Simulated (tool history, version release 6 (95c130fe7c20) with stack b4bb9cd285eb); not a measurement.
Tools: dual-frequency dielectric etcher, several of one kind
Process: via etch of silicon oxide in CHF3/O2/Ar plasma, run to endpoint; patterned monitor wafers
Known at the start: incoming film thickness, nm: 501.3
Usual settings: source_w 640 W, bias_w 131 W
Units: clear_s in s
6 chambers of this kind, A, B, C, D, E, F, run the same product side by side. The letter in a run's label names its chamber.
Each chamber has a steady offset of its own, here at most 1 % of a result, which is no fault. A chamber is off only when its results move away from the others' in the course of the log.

Run 1E, hour 11.1: usual settings. Result: clear_s 275.62 s.
Run 2B, hour 19.2: usual settings. Result: clear_s 274.64 s.
At hour 21.8: chamber E: wet clean of the chamber.
Run 3A, hour 24.2: usual settings. Result: clear_s 273.92 s.
Run 4F, hour 34.7: usual settings. Result: clear_s 277.41 s.
Run 5C, hour 40.5: usual settings. Result: clear_s 274.19 s.
Run 6D, hour 46.7: usual settings but source_w 510 W. Result: clear_s 299.28 s.
Run 7C, hour 56.1: usual settings but source_w 510 W. Result: clear_s 300.44 s.
Run 8A, hour 65.7: usual settings but source_w 510 W. Result: clear_s 298.63 s.
At hour 66.1: chamber F: source power generator calibrated.
Run 9F, hour 71.7: usual settings but source_w 510 W. Result: clear_s 299.56 s.
Run 10B, hour 77.3: usual settings but source_w 510 W. Result: clear_s 300.75 s.
Run 11E, hour 83.8: usual settings but source_w 510 W. Result: clear_s 300.6 s.
Run 12D, hour 89.9: usual settings. Result: clear_s 273.72 s.
Run 13C, hour 95: usual settings. Result: clear_s 272.75 s.
Run 14F, hour 102.4: usual settings. Result: clear_s 277.56 s.
Run 15B, hour 110.5: usual settings. Result: clear_s 274.36 s.
Run 16A, hour 122: usual settings. Result: clear_s 275.11 s.
At hour 127: chamber B: wet clean of the chamber.
Run 17E, hour 130: usual settings. Result: clear_s 274.64 s.
Run 18D, hour 138.3: usual settings. Result: clear_s 273.33 s.
Run 19C, hour 146: usual settings. Result: clear_s 273.69 s.
Run 20A, hour 154.7: usual settings. Result: clear_s 272.99 s.
Run 21F, hour 165.6: usual settings. Result: clear_s 274.47 s.
Run 22D, hour 176: usual settings. Result: clear_s 272.22 s.
Run 23E, hour 185.3: usual settings but source_w 530 W, bias_w 153 W. Result: clear_s 281.14 s.
Run 24B, hour 193.6: usual settings but source_w 530 W, bias_w 153 W. Result: clear_s 281.11 s.
Run 25E, hour 198.9: usual settings but source_w 530 W, bias_w 153 W. Result: clear_s 280.54 s.
Run 26A, hour 209.5: usual settings but source_w 530 W, bias_w 153 W. Result: clear_s 281.38 s.
Run 27F, hour 217.6: usual settings but source_w 530 W, bias_w 153 W. Result: clear_s 281.59 s.
Run 28B, hour 226.8: usual settings but source_w 530 W, bias_w 153 W. Result: clear_s 281.61 s.
Run 29D, hour 232.4: usual settings. Result: clear_s 272.1 s.
Run 30C, hour 243.2: usual settings. Result: clear_s 274.37 s.
Run 31C, hour 252.9: usual settings. Result: clear_s 276.31 s.
Run 32F, hour 263.5: usual settings. Result: clear_s 276.67 s.
Run 33D, hour 270.3: usual settings. Result: clear_s 272.94 s.
Run 34B, hour 279: usual settings. Result: clear_s 275.41 s.
Run 35A, hour 286.3: usual settings but source_w 750 W. Result: clear_s 257.94 s.
Run 36E, hour 295.5: usual settings but source_w 750 W. Result: clear_s 256.37 s.
Run 37D, hour 306.7: usual settings but source_w 750 W. Result: clear_s 256.52 s.
Run 38A, hour 312.8: usual settings but source_w 750 W. Result: clear_s 256.82 s.
At hour 315.7: chamber C: bias power generator calibrated.
Run 39B, hour 318.2: usual settings but source_w 750 W. Result: clear_s 258.58 s.
Run 40C, hour 327.3: usual settings but source_w 750 W. Result: clear_s 258.4 s.
Run 41E, hour 335.7: usual settings. Result: clear_s 273.45 s.
Run 42F, hour 346.7: usual settings. Result: clear_s 275.89 s.

All 6 chambers run these settings next. Forecast each chamber's results:
Run 43A, hour 355: usual settings. Result: clear_s ?.
Run 43B, hour 355: usual settings. Result: clear_s ?.
Run 43C, hour 355: usual settings. Result: clear_s ?.
Run 43D, hour 355: usual settings. Result: clear_s ?.
Run 43E, hour 355: usual settings. Result: clear_s ?.
Run 43F, hour 355: usual settings. Result: clear_s ?.

run  clear_s
43A   273.95
43B   276.15
43C   276.08
43D   272.68
43E   274.01
43F   276.24
